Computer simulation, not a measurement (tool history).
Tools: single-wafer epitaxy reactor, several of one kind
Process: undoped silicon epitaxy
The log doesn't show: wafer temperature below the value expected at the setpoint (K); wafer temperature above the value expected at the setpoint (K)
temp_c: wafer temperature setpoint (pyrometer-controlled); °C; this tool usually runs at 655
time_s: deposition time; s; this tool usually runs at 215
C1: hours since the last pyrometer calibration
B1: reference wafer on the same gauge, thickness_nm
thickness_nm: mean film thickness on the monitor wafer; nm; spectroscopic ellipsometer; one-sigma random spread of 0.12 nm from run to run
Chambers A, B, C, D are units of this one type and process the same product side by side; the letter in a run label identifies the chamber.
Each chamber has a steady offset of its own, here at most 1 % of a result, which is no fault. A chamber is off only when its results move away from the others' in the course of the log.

Run 1C, hour 8: usual settings; C1 1152; B1 42.681. Result: thickness_nm 40.452 nm.
Run 2A, hour 15.3: usual settings; C1 1014; B1 42.693. Result: thickness_nm 40.121 nm.
Run 3D, hour 24.2: usual settings; C1 1227.5; B1 42.698. Result: thickness_nm 40.03 nm.
Run 4B, hour 33.5: usual settings; C1 1768.3; B1 42.72. Result: thickness_nm 40.148 nm.
Run 5B, hour 40.8: usual settings; C1 1775.6; B1 42.677. Result: thickness_nm 40.265 nm.
Run 6D, hour 46.1: usual settings but temp_c 666 °C, time_s 180 s; C1 1249.4; B1 42.706. Result: thickness_nm 42.44 nm.
Run 7C, hour 51.2: usual settings but temp_c 666 °C, time_s 180 s; C1 1195.2; B1 42.724. Result: thickness_nm 42.837 nm.
Run 8A, hour 62.2: usual settings but temp_c 666 °C, time_s 180 s; C1 1060.9; B1 42.686. Result: thickness_nm 42.779 nm.
Run 9A, hour 72: usual settings but temp_c 666 °C, time_s 180 s; C1 1070.7; B1 42.722. Result: thickness_nm 42.615 nm.
Run 10D, hour 80.5: usual settings; C1 1283.8; B1 42.675. Result: thickness_nm 39.889 nm.
Run 11C, hour 89: usual settings; C1 1233; B1 42.677. Result: thickness_nm 40.812 nm.
Run 12B, hour 95.2: usual settings; C1 1830; B1 42.706. Result: thickness_nm 40.172 nm.
Run 13A, hour 100.7: usual settings; C1 1099.4; B1 42.687. Result: thickness_nm 40.265 nm.
Run 14B, hour 107.9: usual settings; C1 1842.7; B1 42.724. Result: thickness_nm 40.209 nm.
Run 15D, hour 113.4: usual settings; C1 1316.7; B1 42.708. Result: thickness_nm 39.815 nm.
Run 16C, hour 123.6: usual settings; C1 1267.6; B1 42.722. Result: thickness_nm 40.652 nm.
Run 17B, hour 131.5: usual settings; C1 1866.3; B1 42.7. Result: thickness_nm 40.155 nm.
Run 18D, hour 137.5: usual settings; C1 1340.8; B1 42.71. Result: thickness_nm 40.007 nm.
At hour 142.7: chamber B: pyrometer calibrated.
Run 19A, hour 147.2: usual settings; C1 1145.9; B1 42.67. Result: thickness_nm 40.238 nm.
Run 20C, hour 153.6: usual settings; C1 1297.6; B1 42.69. Result: thickness_nm 40.799 nm.
Run 21D, hour 162.8: usual settings; C1 1366.1; B1 42.679. Result: thickness_nm 39.864 nm.
Run 22C, hour 167.7: usual settings; C1 1311.7; B1 42.697. Result: thickness_nm 40.623 nm.
Run 23A, hour 175.3: usual settings; C1 1174; B1 42.679. Result: thickness_nm 40.279 nm.
Run 24B, hour 185.3: usual settings; C1 42.7; B1 42.687. Result: thickness_nm 41.763 nm.
Run 25A, hour 196.1: usual settings; C1 1194.8; B1 42.729. Result: thickness_nm 40.275 nm.
Run 26C, hour 206.5: usual settings; C1 1350.5; B1 42.694. Result: thickness_nm 40.66 nm.
Run 27D, hour 211.7: usual settings; C1 1415; B1 42.72. Result: thickness_nm 39.766 nm.
Run 28B, hour 216.8: usual settings; C1 74.2; B1 42.704. Result: thickness_nm 41.792 nm.
Run 29C, hour 222.1: usual settings; C1 1366.1; B1 42.7. Result: thickness_nm 40.696 nm.
Run 30B, hour 227.8: usual settings; C1 85.2; B1 42.689. Result: thickness_nm 41.879 nm.
Run 31D, hour 234: usual settings; C1 1437.3; B1 42.701. Result: thickness_nm 39.85 nm.

Predict what each chamber gives when all 4 of them run the settings below next.
Run 32A, hour 242: usual settings but temp_c 664 °C. Result: thickness_nm ?.
Run 32B, hour 242: usual settings but temp_c 664 °C. Result: thickness_nm ?.
Run 32C, hour 242: usual settings but temp_c 664 °C. Result: thickness_nm ?.
Run 32D, hour 242: usual settings but temp_c 664 °C. Result: thickness_nm ?.

run  thickness_nm
32A        48.541
32B        50.535
32C        49.324
32D        48.634
